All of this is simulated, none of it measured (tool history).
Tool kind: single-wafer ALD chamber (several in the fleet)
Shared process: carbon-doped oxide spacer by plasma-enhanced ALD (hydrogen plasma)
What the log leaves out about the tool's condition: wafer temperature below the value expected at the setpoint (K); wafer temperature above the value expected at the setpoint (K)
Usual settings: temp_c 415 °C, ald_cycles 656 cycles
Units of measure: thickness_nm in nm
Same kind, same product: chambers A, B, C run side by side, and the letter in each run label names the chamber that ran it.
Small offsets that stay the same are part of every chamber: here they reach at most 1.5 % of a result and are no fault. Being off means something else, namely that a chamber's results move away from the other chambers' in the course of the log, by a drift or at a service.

run,hour,temp_c,ald_cycles,hours since the last thermocouple change,"read-back reference wafer on the same gauge, thickness_nm",thickness_nm
1A,6.9,415,656,784.4,37.123,31.442
2B,11.7,415,656,631.3,37.088,31.393
3C,20,415,656,337.3,37.107,31.619
4C,25.3,415,656,342.6,37.072,31.627
5B,30.5,404,611,650.1,37.064,30.692
6A,36.4,404,611,813.9,37.12,30.479
7A,42.7,404,611,820.2,37.103,30.299
8B,50.8,415,656,670.4,37.082,31.598
9C,56.6,429,612,373.9,37.092,28.196
10B,61.6,429,612,681.2,37.096,28.015
11A,66.3,429,612,843.8,37.103,27.938
12C,70.4,415,656,387.7,37.138,31.441
13A,75.8,415,591,853.3,37.072,28.287
14C,82.5,415,591,399.8,37.07,28.489
15B,90.3,415,591,709.9,37.084,28.557
16C,96.8,415,656,414.1,37.124,31.546
17B,104.5,415,656,724.1,37.104,31.48
18A,111.3,415,656,888.8,37.101,31.52
19A,114.9,415,530,892.4,37.084,25.538
20B,121.3,415,530,740.9,37.154,25.665
21C,125.6,415,530,442.9,37.091,25.609
22B,131.9,415,656,751.5,37.083,31.42
23A,137.5,415,656,915,37.14,31.329
24C,145.5,415,656,462.8,37.122,31.43
25A,153.1,415,656,930.6,37.098,31.479
26C,159.6,415,656,476.9,37.057,31.735
27B,166.1,415,656,785.7,37.098,31.605
28B,172.2,415,656,791.8,37.099,31.636
29C,178.5,415,656,495.8,37.14,31.528
30A,186,415,656,963.5,37.08,31.237
31B,192.2,415,656,811.8,37.114,31.783
32A,197.9,415,656,975.4,37.095,31.464
33C,204.3,415,656,521.6,37.1,31.808
34B,211.7,415,656,831.3,37.117,31.942
35A,219.6,415,656,997.1,37.102,31.439
36C,226.5,415,656,543.8,37.092,31.383
37C,230.7,415,610,548,37.109,29.268
38B,236,415,610,855.6,37.089,29.503
39A,240.6,415,610,1018.1,37.07,29.169
40B,248.9,415,656,868.5,37.101,31.865
41C,254.3,415,656,571.6,37.072,31.37
42A,262.1,415,656,1039.6,37.08,31.203

Predict what each chamber gives when all 3 of them run the settings below next.
43A,268.1,429,656,,,?
43B,268.1,429,656,,,?
43C,268.1,429,656,,,?

run,thickness_nm
43A,30.12
43B,30.361
43C,30.324
